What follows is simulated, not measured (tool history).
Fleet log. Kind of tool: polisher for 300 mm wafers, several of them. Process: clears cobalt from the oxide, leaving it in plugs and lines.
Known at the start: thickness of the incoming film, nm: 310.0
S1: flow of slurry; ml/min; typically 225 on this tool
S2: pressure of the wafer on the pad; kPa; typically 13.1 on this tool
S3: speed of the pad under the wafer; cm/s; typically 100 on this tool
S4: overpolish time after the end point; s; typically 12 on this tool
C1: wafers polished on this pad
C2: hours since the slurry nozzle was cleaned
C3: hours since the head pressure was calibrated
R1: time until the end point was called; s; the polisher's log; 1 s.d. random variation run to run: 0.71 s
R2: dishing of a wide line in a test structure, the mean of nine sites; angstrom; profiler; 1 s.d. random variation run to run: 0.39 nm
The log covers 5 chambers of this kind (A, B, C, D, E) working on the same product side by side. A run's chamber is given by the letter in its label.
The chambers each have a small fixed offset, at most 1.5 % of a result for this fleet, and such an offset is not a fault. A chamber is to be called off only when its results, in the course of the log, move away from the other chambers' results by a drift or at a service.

{"run": "1A", "hour": 7.0, "S1": 225, "S2": 13.1, "S3": 100, "S4": 12, "C1": 815, "C2": 202.2, "C3": 749.3, "R1": 61.714, "R2": 271.56}
{"hour": 8.3, "done": "chamber B: head pressure recalibrated"}
{"run": "2D", "hour": 12.2, "S1": 225, "S2": 13.1, "S3": 100, "S4": 12, "C1": 779, "C2": 77.6, "C3": 107.7, "R1": 59.924, "R2": 257.1}
{"run": "3B", "hour": 17.7, "S1": 225, "S2": 13.1, "S3": 100, "S4": 12, "C1": 642, "C2": 247.2, "C3": 9.4, "R1": 61.662, "R2": 253.68}
{"hour": 19.3, "done": "chamber B: worn pad replaced by a new one"}
{"hour": 20.7, "done": "chamber C: worn pad replaced by a new one"}
{"run": "4E", "hour": 21.7, "S1": 225, "S2": 13.1, "S3": 100, "S4": 12, "C1": 1543, "C2": 348.7, "C3": 351.2, "R1": 61.339, "R2": 262.14}
{"run": "5C", "hour": 26.7, "S1": 225, "S2": 13.1, "S3": 100, "S4": 12, "C1": 60, "C2": 325.1, "C3": 1403.3, "R1": 60.691, "R2": 262.52}
{"run": "6D", "hour": 32.1, "S1": 225, "S2": 13.1, "S3": 100, "S4": 12, "C1": 980, "C2": 97.5, "C3": 127.6, "R1": 59.213, "R2": 258.41}
{"hour": 33.2, "done": "chamber E: worn pad replaced by a new one"}
{"run": "7E", "hour": 36.5, "S1": 225, "S2": 13.1, "S3": 100, "S4": 12, "C1": 34, "C2": 363.5, "C3": 366.0, "R1": 61.332, "R2": 260.02}
{"hour": 37.4, "done": "chamber A: worn pad replaced by a new one"}
{"hour": 40.6, "done": "chamber D: worn pad replaced by a new one"}
{"run": "8C", "hour": 42.2, "S1": 225, "S2": 13.1, "S3": 100, "S4": 12, "C1": 217, "C2": 340.6, "C3": 1418.8, "R1": 59.641, "R2": 258.81}
{"hour": 48.6, "done": "chamber E: head pressure recalibrated"}
{"run": "9B", "hour": 48.9, "S1": 225, "S2": 13.1, "S3": 100, "S4": 12, "C1": 300, "C2": 278.4, "C3": 40.6, "R1": 61.582, "R2": 265.07}
{"run": "10A", "hour": 52.4, "S1": 225, "S2": 13.1, "S3": 100, "S4": 12, "C1": 152, "C2": 247.6, "C3": 794.7, "R1": 61.751, "R2": 256.9}
{"run": "11A", "hour": 57.9, "S1": 225, "S2": 13.1, "S3": 100, "S4": 12, "C1": 208, "C2": 253.1, "C3": 800.2, "R1": 60.115, "R2": 262.71}
{"run": "12E", "hour": 61.2, "S1": 225, "S2": 13.1, "S3": 100, "S4": 12, "C1": 284, "C2": 388.2, "C3": 12.7, "R1": 62.49, "R2": 260.23}
{"run": "13C", "hour": 68.2, "S1": 225, "S2": 13.1, "S3": 100, "S4": 12, "C1": 481, "C2": 366.6, "C3": 1444.8, "R1": 58.89, "R2": 259.29}
{"run": "14D", "hour": 71.8, "S1": 225, "S2": 13.1, "S3": 100, "S4": 17, "C1": 316, "C2": 137.2, "C3": 167.3, "R1": 60.245, "R2": 279.75}
{"run": "15B", "hour": 75.3, "S1": 225, "S2": 13.1, "S3": 100, "S4": 17, "C1": 567, "C2": 304.8, "C3": 67.0, "R1": 61.313, "R2": 284.83}
{"run": "16D", "hour": 80.8, "S1": 225, "S2": 13.1, "S3": 100, "S4": 17, "C1": 407, "C2": 146.2, "C3": 176.3, "R1": 59.969, "R2": 288.77}
{"hour": 82.5, "done": "chamber B: worn pad replaced by a new one"}
{"run": "17B", "hour": 87.9, "S1": 225, "S2": 13.1, "S3": 100, "S4": 17, "C1": 55, "C2": 317.4, "C3": 79.6, "R1": 61.014, "R2": 283.57}
{"hour": 90.7, "done": "chamber C: worn pad replaced by a new one"}
{"run": "18C", "hour": 92.9, "S1": 225, "S2": 13.1, "S3": 100, "S4": 17, "C1": 22, "C2": 391.3, "C3": 1469.5, "R1": 61.178, "R2": 284.2}
{"run": "19E", "hour": 99.4, "S1": 225, "S2": 13.1, "S3": 100, "S4": 12, "C1": 670, "C2": 426.4, "C3": 50.9, "R1": 60.229, "R2": 265.87}
{"run": "20A", "hour": 104.6, "S1": 225, "S2": 13.1, "S3": 100, "S4": 12, "C1": 681, "C2": 299.8, "C3": 846.9, "R1": 59.142, "R2": 258.88}
{"hour": 109.1, "done": "chamber C: head pressure recalibrated"}
{"run": "21B", "hour": 110.7, "S1": 225, "S2": 13.1, "S3": 100, "S4": 12, "C1": 286, "C2": 340.2, "C3": 102.4, "R1": 61.035, "R2": 264.23}
{"run": "22E", "hour": 117.0, "S1": 225, "S2": 13.1, "S3": 100, "S4": 12, "C1": 848, "C2": 444.0, "C3": 68.5, "R1": 59.434, "R2": 261.18}
{"run": "23A", "hour": 121.8, "S1": 225, "S2": 13.1, "S3": 100, "S4": 12, "C1": 855, "C2": 317.0, "C3": 864.1, "R1": 61.628, "R2": 266.05}
{"run": "24D", "hour": 128.7, "S1": 225, "S2": 13.1, "S3": 100, "S4": 12, "C1": 892, "C2": 194.1, "C3": 224.2, "R1": 60.829, "R2": 249.25}
{"hour": 133.1, "done": "chamber D: worn pad replaced by a new one"}
{"run": "25C", "hour": 135.4, "S1": 225, "S2": 13.1, "S3": 100, "S4": 12, "C1": 452, "C2": 433.8, "C3": 26.4, "R1": 54.232, "R2": 259.57}
{"run": "26E", "hour": 141.6, "S1": 155, "S2": 13.1, "S3": 76, "S4": 12, "C1": 1097, "C2": 468.6, "C3": 93.1, "R1": 83.269, "R2": 233.96}
{"hour": 141.9, "done": "chamber B: worn pad replaced by a new one"}
{"run": "27D", "hour": 147.9, "S1": 155, "S2": 13.1, "S3": 76, "S4": 12, "C1": 150, "C2": 213.3, "C3": 243.4, "R1": 84.691, "R2": 228.53}
{"run": "28B", "hour": 151.1, "S1": 155, "S2": 13.1, "S3": 76, "S4": 12, "C1": 93, "C2": 380.6, "C3": 142.8, "R1": 83.781, "R2": 229.4}
{"run": "29C", "hour": 155.7, "S1": 155, "S2": 13.1, "S3": 76, "S4": 12, "C1": 658, "C2": 454.1, "C3": 46.7, "R1": 77.12, "R2": 238.91}
{"hour": 160.7, "done": "chamber A: worn pad replaced by a new one"}
{"run": "30A", "hour": 160.9, "S1": 155, "S2": 13.1, "S3": 76, "S4": 12, "C1": 2, "C2": 356.1, "C3": 903.2, "R1": 82.898, "R2": 227.9}
{"run": "31B", "hour": 167.6, "S1": 225, "S2": 13.1, "S3": 100, "S4": 12, "C1": 260, "C2": 397.1, "C3": 159.3, "R1": 60.394, "R2": 255.89}
{"run": "32A", "hour": 173.1, "S1": 225, "S2": 13.1, "S3": 100, "S4": 12, "C1": 126, "C2": 368.3, "C3": 915.4, "R1": 60.247, "R2": 270.2}
{"hour": 174.6, "done": "chamber C: worn pad replaced by a new one"}
{"run": "33D", "hour": 179.4, "S1": 225, "S2": 13.1, "S3": 100, "S4": 12, "C1": 469, "C2": 244.8, "C3": 274.9, "R1": 60.625, "R2": 260.19}
{"run": "34E", "hour": 186.3, "S1": 225, "S2": 13.1, "S3": 100, "S4": 12, "C1": 1550, "C2": 513.3, "C3": 137.8, "R1": 59.841, "R2": 263.18}
{"run": "35C", "hour": 192.0, "S1": 225, "S2": 13.1, "S3": 100, "S4": 12, "C1": 176, "C2": 490.4, "C3": 83.0, "R1": 55.736, "R2": 268.16}
{"hour": 195.9, "done": "chamber E: worn pad replaced by a new one"}
{"run": "36C", "hour": 197.6, "S1": 225, "S2": 13.1, "S3": 100, "S4": 12, "C1": 233, "C2": 496.0, "C3": 88.6, "R1": 55.255, "R2": 272.25}
{"run": "37E", "hour": 203.4, "S1": 225, "S2": 13.1, "S3": 100, "S4": 9, "C1": 76, "C2": 530.4, "C3": 154.9, "R1": 61.063, "R2": 234.69}

Is one chamber off against the others, does the gauge drift, or is nothing wrong? If a chamber is off, say which, and what the likeliest cause is.

After it was serviced, chamber C no longer matches the other chambers.
Most likely cause: head's pressure above its setpoint, % = 9.84.

Which of the 4 candidates below, each the usual settings with something changed and its results left as question marks, puts chamber C back in line with what the other chambers give on the usual settings?
In line here means within this much of the mean the other chambers give on the usual settings: R1 2.500 s; R2 14.00 angstrom
{"run": "38C-1", "hour": 208.5, "S1": 225, "S2": 13.8, "S3": 104, "S4": 12, "R1": "?", "R2": "?"}
{"run": "38C-2", "hour": 208.5, "S1": 225, "S2": 13.1, "S3": 98, "S4": 12, "R1": "?", "R2": "?"}
{"run": "38C-3", "hour": 208.5, "S1": 225, "S2": 13.1, "S3": 102, "S4": 12, "R1": "?", "R2": "?"}
{"run": "38C-4", "hour": 208.5, "S1": 225, "S2": 12.4, "S3": 96, "S4": 12, "R1": "?", "R2": "?"}

On the usual settings, the other chambers give on average: R1 60.636 s; R2 260.30 angstrom
run=38C-1 R1=51.092 R2=272.01
run=38C-2 R1=57.062 R2=264.72
run=38C-3 R1=54.840 R2=267.47
run=38C-4 R1=61.491 R2=259.18
38C-4 puts the chamber back in line with the other chambers.
